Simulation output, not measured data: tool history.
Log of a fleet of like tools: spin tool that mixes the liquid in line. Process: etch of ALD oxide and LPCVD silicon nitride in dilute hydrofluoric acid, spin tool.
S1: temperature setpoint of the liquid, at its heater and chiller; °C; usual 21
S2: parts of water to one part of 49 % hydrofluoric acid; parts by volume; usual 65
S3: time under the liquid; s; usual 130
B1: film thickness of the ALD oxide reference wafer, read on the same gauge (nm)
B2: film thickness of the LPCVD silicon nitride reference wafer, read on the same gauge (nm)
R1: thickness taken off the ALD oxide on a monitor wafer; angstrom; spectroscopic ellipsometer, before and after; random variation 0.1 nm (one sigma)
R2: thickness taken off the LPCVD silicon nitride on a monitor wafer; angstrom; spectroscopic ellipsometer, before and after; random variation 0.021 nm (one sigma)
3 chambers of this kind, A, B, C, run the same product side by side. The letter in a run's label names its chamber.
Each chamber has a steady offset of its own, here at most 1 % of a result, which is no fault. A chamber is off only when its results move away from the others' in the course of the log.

| run | hour | S1 | S2 | S3 | B1 | B2 | R1 | R2 |
|---|---|---|---|---|---|---|---|---|
| 1B | 3.6 | 21 | 65 | 130 | 140.01 | 69.994 | 181.14 | 9.4309 |
| 2A | 7.1 | 21 | 65 | 130 | 140.00 | 70.041 | 180.52 | 9.2954 |
| 3C | 11.1 | 21 | 65 | 130 | 139.93 | 70.033 | 182.26 | 9.4031 |
| 4C | 13.9 | 21 | 65 | 130 | 140.02 | 70.040 | 181.33 | 9.4779 |
| 5B | 16.1 | 21 | 65 | 130 | 140.00 | 70.007 | 181.58 | 9.1254 |
| 6A | 19.7 | 21 | 65 | 130 | 139.99 | 70.006 | 182.12 | 9.6433 |
| 7B | 22.1 | 21 | 65 | 130 | 140.04 | 69.971 | 181.63 | 9.2948 |
| 8C | 25.4 | 21 | 65 | 130 | 139.94 | 70.030 | 181.01 | 9.2268 |
| 9A | 29.4 | 21 | 65 | 130 | 139.99 | 69.979 | 180.27 | 9.5127 |
| 10C | 33.3 | 21 | 65 | 130 | 139.99 | 70.005 | 183.60 | 9.4522 |
| 11B | 35.4 | 21 | 65 | 130 | 140.02 | 70.000 | 182.01 | 9.3509 |
| 12A | 38.2 | 21 | 65 | 130 | 140.00 | 69.996 | 182.50 | 9.2092 |
| 13A | 41.8 | 21 | 65 | 130 | 140.02 | 70.027 | 183.04 | 9.7242 |
| 14C | 44.0 | 26 | 65 | 90 | 139.99 | 69.999 | 156.14 | 9.2828 |
| 15B | 46.5 | 26 | 65 | 90 | 139.98 | 69.997 | 154.58 | 9.4164 |
| 16B | 48.8 | 26 | 65 | 90 | 140.00 | 69.968 | 153.11 | 8.9220 |
| 17C | 51.8 | 21 | 65 | 130 | 140.01 | 69.961 | 186.07 | 10.0320 |
| 18A | 53.9 | 21 | 65 | 130 | 140.00 | 69.998 | 182.46 | 9.5347 |
| 19B | 56.6 | 21 | 65 | 130 | 140.02 | 69.996 | 182.39 | 9.3388 |
| 20C | 60.1 | 21 | 65 | 130 | 140.00 | 69.993 | 185.30 | 9.7268 |
| 21A | 64.3 | 21 | 65 | 130 | 140.01 | 70.035 | 183.00 | 9.9485 |
| 22A | 68.1 | 21 | 65 | 130 | 139.98 | 70.029 | 181.09 | 9.6355 |
| 23C | 70.5 | 21 | 65 | 130 | 139.99 | 70.031 | 188.34 | 10.1250 |
| 24B | 74.7 | 21 | 50 | 130 | 140.01 | 69.974 | 240.91 | 12.6620 |
| 25A | 77.8 | 21 | 50 | 130 | 139.97 | 70.007 | 241.36 | 12.4260 |
| 26C | 81.2 | 21 | 50 | 130 | 140.02 | 69.991 | 249.14 | 13.1050 |
| 27B | 83.2 | 21 | 80 | 130 | 139.99 | 69.965 | 143.79 | 7.7413 |
| 28B | 86.8 | 21 | 80 | 130 | 140.03 | 70.040 | 144.10 | 7.6737 |
| 29A | 90.6 | 21 | 80 | 130 | 140.02 | 70.049 | 145.30 | 7.7052 |
| 30C | 94.3 | 21 | 65 | 130 | 139.98 | 70.086 | 191.01 | 10.1620 |
| 31C | 98.4 | 21 | 65 | 130 | 140.03 | 69.990 | 192.66 | 10.2970 |
| 32A | 101.7 | 21 | 65 | 130 | 139.98 | 70.002 | 181.32 | 9.6630 |
| 33B | 105.3 | 21 | 65 | 130 | 140.00 | 69.977 | 181.84 | 9.4286 |

What goes on in this fleet: one chamber off, a drifting gauge, or nothing beyond the chambers' own small offsets? Name the chamber and the cause, if any.

Chamber C drifts away from the others.
Cause: liquid hotter than its thermometer reads (K) = 1.62.

Here are 4 candidates for chamber C's next run, each the usual settings with a change, their results left as question marks. Which one brings its results back in line with what the others give on the usual settings?
In line means no further than this from the other chambers' mean on the usual settings: R1 3.50 angstrom; R2 0.7600 angstrom
| 34C-1 | 108.4 | 19.5 | 65 | 130 |  |  | ? | ? |
| 34C-2 | 108.4 | 22.5 | 65 | 130 |  |  | ? | ? |
| 34C-3 | 108.4 | 21.5 | 65 | 130 |  |  | ? | ? |
| 34C-4 | 108.4 | 20.5 | 65 | 130 |  |  | ? | ? |

The other chambers' mean on the usual settings: R1 181.85 angstrom; R2 9.4834 angstrom
| run | R1 | R2 |
|---|---|---|
| 34C-1 | 182.72 | 9.4286 |
| 34C-2 | 206.47 | 11.5280 |
| 34C-3 | 198.29 | 10.7860 |
| 34C-4 | 190.38 | 10.0870 |
34C-1 brings the chamber back in line.
